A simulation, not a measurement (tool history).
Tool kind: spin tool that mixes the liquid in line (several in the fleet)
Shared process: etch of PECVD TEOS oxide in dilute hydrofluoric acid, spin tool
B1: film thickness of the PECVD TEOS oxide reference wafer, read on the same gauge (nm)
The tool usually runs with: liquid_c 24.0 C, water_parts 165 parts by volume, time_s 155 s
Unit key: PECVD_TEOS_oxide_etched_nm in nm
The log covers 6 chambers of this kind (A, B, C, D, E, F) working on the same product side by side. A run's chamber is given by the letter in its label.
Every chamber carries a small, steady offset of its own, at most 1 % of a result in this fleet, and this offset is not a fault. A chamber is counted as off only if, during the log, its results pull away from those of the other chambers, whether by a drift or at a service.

Run 1C, hour 8.0: usual settings; B1 149.98. Result: PECVD_TEOS_oxide_etched_nm 14.177 nm.
Run 2F, hour 21.9: usual settings; B1 149.98. Result: PECVD_TEOS_oxide_etched_nm 14.251 nm.
Run 3A, hour 29.9: usual settings; B1 150.00. Result: PECVD_TEOS_oxide_etched_nm 14.410 nm.
Run 4D, hour 41.3: usual settings; B1 149.97. Result: PECVD_TEOS_oxide_etched_nm 14.368 nm.
Run 5E, hour 53.3: usual settings; B1 150.01. Result: PECVD_TEOS_oxide_etched_nm 14.364 nm.
Run 6B, hour 62.4: usual settings; B1 149.97. Result: PECVD_TEOS_oxide_etched_nm 14.278 nm.
Run 7B, hour 74.4: usual settings; B1 150.00. Result: PECVD_TEOS_oxide_etched_nm 14.202 nm.
Run 8E, hour 82.5: usual settings; B1 150.02. Result: PECVD_TEOS_oxide_etched_nm 14.197 nm.
Run 9F, hour 96.8: usual settings; B1 149.99. Result: PECVD_TEOS_oxide_etched_nm 14.218 nm.
Run 10A, hour 104.5: usual settings; B1 149.98. Result: PECVD_TEOS_oxide_etched_nm 14.572 nm.
Run 11C, hour 114.9: usual settings; B1 150.05. Result: PECVD_TEOS_oxide_etched_nm 14.454 nm.
Run 12D, hour 128.9: usual settings; B1 149.97. Result: PECVD_TEOS_oxide_etched_nm 14.513 nm.
Run 13E, hour 135.3: usual settings; B1 150.00. Result: PECVD_TEOS_oxide_etched_nm 14.278 nm.
Run 14D, hour 145.2: usual settings; B1 149.96. Result: PECVD_TEOS_oxide_etched_nm 14.408 nm.
Run 15F, hour 157.6: usual settings but liquid_c 21.5 C; B1 150.02. Result: PECVD_TEOS_oxide_etched_nm 12.957 nm.
Run 16B, hour 170.4: usual settings but liquid_c 21.5 C; B1 149.99. Result: PECVD_TEOS_oxide_etched_nm 12.910 nm.
Run 17C, hour 182.4: usual settings but liquid_c 21.5 C; B1 150.00. Result: PECVD_TEOS_oxide_etched_nm 13.047 nm.
Run 18A, hour 188.8: usual settings but liquid_c 21.5 C; B1 149.99. Result: PECVD_TEOS_oxide_etched_nm 13.098 nm.
Run 19A, hour 197.3: usual settings but liquid_c 21.5 C; B1 150.01. Result: PECVD_TEOS_oxide_etched_nm 13.109 nm.
Run 20C, hour 209.1: usual settings but liquid_c 21.5 C; B1 149.98. Result: PECVD_TEOS_oxide_etched_nm 13.011 nm.
Run 21F, hour 221.2: usual settings; B1 149.97. Result: PECVD_TEOS_oxide_etched_nm 14.134 nm.
Run 22D, hour 235.3: usual settings; B1 150.01. Result: PECVD_TEOS_oxide_etched_nm 14.464 nm.
Run 23B, hour 245.6: usual settings; B1 149.99. Result: PECVD_TEOS_oxide_etched_nm 14.252 nm.
Run 24E, hour 259.7: usual settings; B1 150.02. Result: PECVD_TEOS_oxide_etched_nm 14.331 nm.
Run 25F, hour 266.7: usual settings; B1 149.99. Result: PECVD_TEOS_oxide_etched_nm 14.268 nm.
Run 26E, hour 280.4: usual settings; B1 150.02. Result: PECVD_TEOS_oxide_etched_nm 14.232 nm.
At hour 287.6: chamber E: hydrofluoric acid flow meter replaced.
Run 27A, hour 293.8: usual settings; B1 150.01. Result: PECVD_TEOS_oxide_etched_nm 14.377 nm.
Run 28C, hour 304.7: usual settings; B1 150.00. Result: PECVD_TEOS_oxide_etched_nm 14.064 nm.
Run 29B, hour 318.9: usual settings; B1 150.01. Result: PECVD_TEOS_oxide_etched_nm 14.244 nm.
Run 30D, hour 325.4: usual settings; B1 149.98. Result: PECVD_TEOS_oxide_etched_nm 14.309 nm.
At hour 331.3: chamber A: thermometer replaced.
Run 31F, hour 339.5: usual settings; B1 150.00. Result: PECVD_TEOS_oxide_etched_nm 14.132 nm.
Run 32A, hour 353.3: usual settings but liquid_c 26.0 C; B1 149.99. Result: PECVD_TEOS_oxide_etched_nm 15.472 nm.
Run 33B, hour 365.9: usual settings but liquid_c 26.0 C; B1 149.99. Result: PECVD_TEOS_oxide_etched_nm 15.335 nm.
Run 34E, hour 373.9: usual settings but liquid_c 26.0 C; B1 149.98. Result: PECVD_TEOS_oxide_etched_nm 15.207 nm.
Run 35D, hour 381.1: usual settings but liquid_c 26.0 C; B1 150.00. Result: PECVD_TEOS_oxide_etched_nm 15.547 nm.
Run 36C, hour 394.1: usual settings but liquid_c 26.0 C; B1 149.99. Result: PECVD_TEOS_oxide_etched_nm 15.496 nm.
Run 37E, hour 403.2: usual settings but liquid_c 26.0 C; B1 150.01. Result: PECVD_TEOS_oxide_etched_nm 15.269 nm.
Run 38A, hour 417.6: usual settings; B1 150.00. Result: PECVD_TEOS_oxide_etched_nm 14.580 nm.
Run 39C, hour 424.7: usual settings; B1 150.01. Result: PECVD_TEOS_oxide_etched_nm 14.220 nm.
Run 40D, hour 431.0: usual settings but liquid_c 20.5 C; B1 150.00. Result: PECVD_TEOS_oxide_etched_nm 12.465 nm.
Run 41B, hour 442.3: usual settings but liquid_c 20.5 C; B1 149.98. Result: PECVD_TEOS_oxide_etched_nm 12.411 nm.
Run 42F, hour 456.2: usual settings but liquid_c 20.5 C; B1 149.99. Result: PECVD_TEOS_oxide_etched_nm 12.420 nm.

Read the log: is a single chamber off, either drifting away or since a service, is the gauge that measures every chamber drifting, or is nothing wrong beyond small per-chamber offsets? Name any odd chamber and what most likely caused it.

All chambers stay in line apart from their small fixed offsets, and the gauge does not drift.
